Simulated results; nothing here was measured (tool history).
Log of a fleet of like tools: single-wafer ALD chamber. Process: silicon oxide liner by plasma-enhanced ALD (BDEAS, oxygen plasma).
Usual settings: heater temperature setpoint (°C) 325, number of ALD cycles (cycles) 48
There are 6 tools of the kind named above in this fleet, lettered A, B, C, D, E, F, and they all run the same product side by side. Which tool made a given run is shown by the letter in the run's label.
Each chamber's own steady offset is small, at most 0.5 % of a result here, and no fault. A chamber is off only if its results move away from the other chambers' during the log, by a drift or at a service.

run   hour  heater temperature setpoint (°C)  number of ALD cycles (cycles)  hours since the last thermocouple change  read-back reference wafer on the same gauge, thickness_nm  mean film thickness on the monitor wafer (angstrom)
 1F      7                               325                             48                                     628.1                                                     4.9096                                               43.207
 2E   12.8                               325                             48                                    2228.7                                                     4.9139                                               42.641
 3A   18.1                               325                             48                                     618.4                                                     4.9118                                                43.23
 4D   26.2                               325                             48                                    1046.1                                                     4.9089                                               42.821
 5C   32.2                               325                             48                                     278.8                                                     4.9102                                               43.032
 6B     37                               325                             48                                    1159.2                                                     4.9123                                               43.385
 7C   41.7                               315                             48                                     288.3                                                     4.9069                                               43.515
 8A   45.6                               315                             48                                     645.9                                                     4.9066                                               43.465
 9F   52.1                               315                             48                                     673.2                                                     4.9083                                               43.681
10E   56.6                               315                             48                                    2272.5                                                       4.91                                               43.485
11D   62.7                               315                             48                                    1082.6                                                     4.9097                                               43.643
12B     68                               315                             48                                    1190.2                                                     4.9128                                               44.115
13C   74.2                               325                             48                                     320.8                                                     4.9099                                               42.912
14D     79                               325                             48                                    1098.9                                                     4.9077                                               43.052
15F   85.6                               325                             48                                     706.7                                                     4.9098                                               43.133
16B   93.2                               325                             48                                    1215.4                                                      4.907                                               43.152
17A  100.5                               325                             48                                     700.8                                                     4.9094                                               43.182
18E    108                               325                             48                                    2323.9                                                       4.91                                               42.894
19B  113.9                               325                             48                                    1236.1                                                     4.9117                                               43.266
20C  117.6                               325                             48                                     364.2                                                     4.9081                                               43.007
21A    125                               336                             48                                     725.3                                                     4.9095                                               42.333
22F  130.1                               336                             48                                     751.2                                                     4.9103                                               42.167
23D  135.2                               336                             48                                    1155.1                                                     4.9089                                               42.229
24E  143.2                               336                             48                                    2359.1                                                     4.9095                                               42.207
25D  149.8                               336                             48                                    1169.7                                                     4.9057                                               42.268
26C  154.8                               336                             48                                     401.4                                                     4.9107                                               42.383
27E  162.2                               325                             48                                    2378.1                                                     4.9107                                               42.981
28B    169                               325                             48                                    1291.2                                                     4.9106                                               43.052
29A  173.7                               338                             48                                       774                                                      4.911                                               42.158
30F  180.9                               338                             48                                       802                                                     4.9106                                               42.366
31B  184.7                               338                             48                                    1306.9                                                     4.9131                                               42.298
32C  189.2                               338                             48                                     435.8                                                     4.9125                                               42.206
33F  194.7                               338                             48                                     815.8                                                     4.9095                                               42.249
34A    203                               338                             48                                     803.3                                                     4.9069                                               42.157
35D  209.5                               325                             48                                    1229.4                                                     4.9082                                               42.894
36E  215.2                               325                             48                                    2431.1                                                     4.9094                                               42.849
37A  222.1                               325                             48                                     822.4                                                     4.9095                                               43.034
38F  229.3                               325                             48                                     850.4                                                     4.9073                                               43.136
39C  237.5                               325                             48                                     484.1                                                     4.9108                                               42.998
40D  243.9                               325                             48                                    1263.8                                                     4.9124                                                43.04

Decide between three cases: one chamber stands off from its peers, the gauge reading all wafers drifts, or nothing is wrong past each chamber's small offset. Where a chamber is off, say which and what most likely put it there.

The fleet is healthy, with each chamber sitting at its usual small offset and no drift in the gauge.

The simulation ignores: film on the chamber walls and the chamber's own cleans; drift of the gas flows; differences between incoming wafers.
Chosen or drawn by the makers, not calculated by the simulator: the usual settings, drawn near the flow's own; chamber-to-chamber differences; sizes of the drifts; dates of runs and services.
